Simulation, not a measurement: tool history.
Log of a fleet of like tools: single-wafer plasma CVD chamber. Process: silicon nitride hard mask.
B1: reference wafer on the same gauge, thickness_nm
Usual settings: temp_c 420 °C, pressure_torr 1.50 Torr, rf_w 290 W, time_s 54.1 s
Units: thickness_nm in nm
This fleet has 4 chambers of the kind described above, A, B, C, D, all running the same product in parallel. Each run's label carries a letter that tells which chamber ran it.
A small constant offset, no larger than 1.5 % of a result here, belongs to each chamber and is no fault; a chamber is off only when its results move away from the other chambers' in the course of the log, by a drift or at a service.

run 1C hour=6.3 | temp_c=420 pressure_torr=1.50 rf_w=290 time_s=54.1 | B1=69.084 | thickness_nm=59.045
run 2B hour=13.9 | temp_c=420 pressure_torr=1.50 rf_w=290 time_s=54.1 | B1=68.989 | thickness_nm=59.492
run 3A hour=19.1 | temp_c=420 pressure_torr=1.50 rf_w=290 time_s=54.1 | B1=68.996 | thickness_nm=59.682
run 4D hour=24.0 | temp_c=420 pressure_torr=1.50 rf_w=290 time_s=54.1 | B1=69.006 | thickness_nm=60.221
run 5C hour=28.3 | temp_c=420 pressure_torr=1.50 rf_w=290 time_s=54.1 | B1=68.961 | thickness_nm=59.190
run 6D hour=35.3 | temp_c=420 pressure_torr=1.50 rf_w=290 time_s=54.1 | B1=68.978 | thickness_nm=60.379
run 7A hour=43.5 | temp_c=420 pressure_torr=1.50 rf_w=290 time_s=54.1 | B1=69.032 | thickness_nm=59.865
run 8B hour=48.2 | temp_c=420 pressure_torr=1.50 rf_w=290 time_s=54.1 | B1=68.980 | thickness_nm=59.604
run 9C hour=51.9 | temp_c=420 pressure_torr=1.37 rf_w=320 time_s=54.1 | B1=68.973 | thickness_nm=61.496
run 10D hour=55.9 | temp_c=420 pressure_torr=1.37 rf_w=320 time_s=54.1 | B1=69.069 | thickness_nm=62.163
run 11B hour=61.9 | temp_c=420 pressure_torr=1.37 rf_w=320 time_s=54.1 | B1=68.985 | thickness_nm=61.880
run 12A hour=69.7 | temp_c=420 pressure_torr=1.37 rf_w=320 time_s=54.1 | B1=68.999 | thickness_nm=62.368
run 13B hour=73.9 | temp_c=420 pressure_torr=1.50 rf_w=290 time_s=54.1 | B1=69.029 | thickness_nm=58.950
run 14A hour=78.6 | temp_c=420 pressure_torr=1.50 rf_w=290 time_s=54.1 | B1=68.998 | thickness_nm=59.216
run 15C hour=85.4 | temp_c=425 pressure_torr=1.27 rf_w=290 time_s=54.1 | B1=68.986 | thickness_nm=56.419
run 16D hour=93.3 | temp_c=425 pressure_torr=1.27 rf_w=290 time_s=54.1 | B1=69.043 | thickness_nm=56.596
run 17C hour=99.3 | temp_c=425 pressure_torr=1.27 rf_w=290 time_s=54.1 | B1=68.999 | thickness_nm=56.112
run 18A hour=106.7 | temp_c=425 pressure_torr=1.27 rf_w=290 time_s=54.1 | B1=69.039 | thickness_nm=55.783
run 19D hour=111.9 | temp_c=420 pressure_torr=1.50 rf_w=290 time_s=54.1 | B1=69.023 | thickness_nm=59.891
run 20B hour=116.8 | temp_c=420 pressure_torr=1.50 rf_w=240 time_s=54.1 | B1=69.066 | thickness_nm=52.033
run 21C hour=123.0 | temp_c=420 pressure_torr=1.50 rf_w=240 time_s=54.1 | B1=69.026 | thickness_nm=51.897
run 22D hour=129.5 | temp_c=420 pressure_torr=1.50 rf_w=240 time_s=54.1 | B1=68.961 | thickness_nm=52.595
run 23B hour=133.7 | temp_c=420 pressure_torr=1.50 rf_w=240 time_s=54.1 | B1=69.053 | thickness_nm=51.703
run 24A hour=142.0 | temp_c=420 pressure_torr=1.50 rf_w=290 time_s=54.1 | B1=68.986 | thickness_nm=58.449
run 25B hour=146.0 | temp_c=420 pressure_torr=1.50 rf_w=320 time_s=64.1 | B1=68.954 | thickness_nm=75.177
run 26A hour=153.3 | temp_c=420 pressure_torr=1.50 rf_w=320 time_s=64.1 | B1=68.916 | thickness_nm=73.744
run 27D hour=159.8 | temp_c=420 pressure_torr=1.50 rf_w=320 time_s=64.1 | B1=68.906 | thickness_nm=76.151
run 28C hour=164.2 | temp_c=420 pressure_torr=1.50 rf_w=320 time_s=64.1 | B1=69.027 | thickness_nm=74.839

One chamber off, gauge drift, or nothing amiss beyond the chambers' own small offsets? If it is a chamber, which one, and what is the likeliest cause?

Little by little, chamber A moves away from the other chambers.
Cause: delivered RF power below the setpoint (%) = 4.69.

Which of the 4 candidates below, each the usual settings with something changed and its results left as question marks, puts chamber A back in line with what the other chambers give on the usual settings?
Counts as in line when no further than this from what the other chambers average on the usual settings: thickness_nm 0.780 nm
run 29A-1 hour=170.3 | temp_c=420 pressure_torr=1.53 rf_w=300 time_s=54.1 | thickness_nm=?
run 29A-2 hour=170.3 | temp_c=420 pressure_torr=1.48 rf_w=285 time_s=52.3 | thickness_nm=?
run 29A-3 hour=170.3 | temp_c=420 pressure_torr=1.50 rf_w=285 time_s=53.1 | thickness_nm=?
run 29A-4 hour=170.3 | temp_c=420 pressure_torr=1.50 rf_w=290 time_s=57.0 | thickness_nm=?

On the usual settings, the other chambers give on average: thickness_nm 59.604 nm
run=29A-1 thickness_nm=59.456
run=29A-2 thickness_nm=54.975
run=29A-3 thickness_nm=56.045
run=29A-4 thickness_nm=60.866
29A-1 puts the chamber back in line with the other chambers.
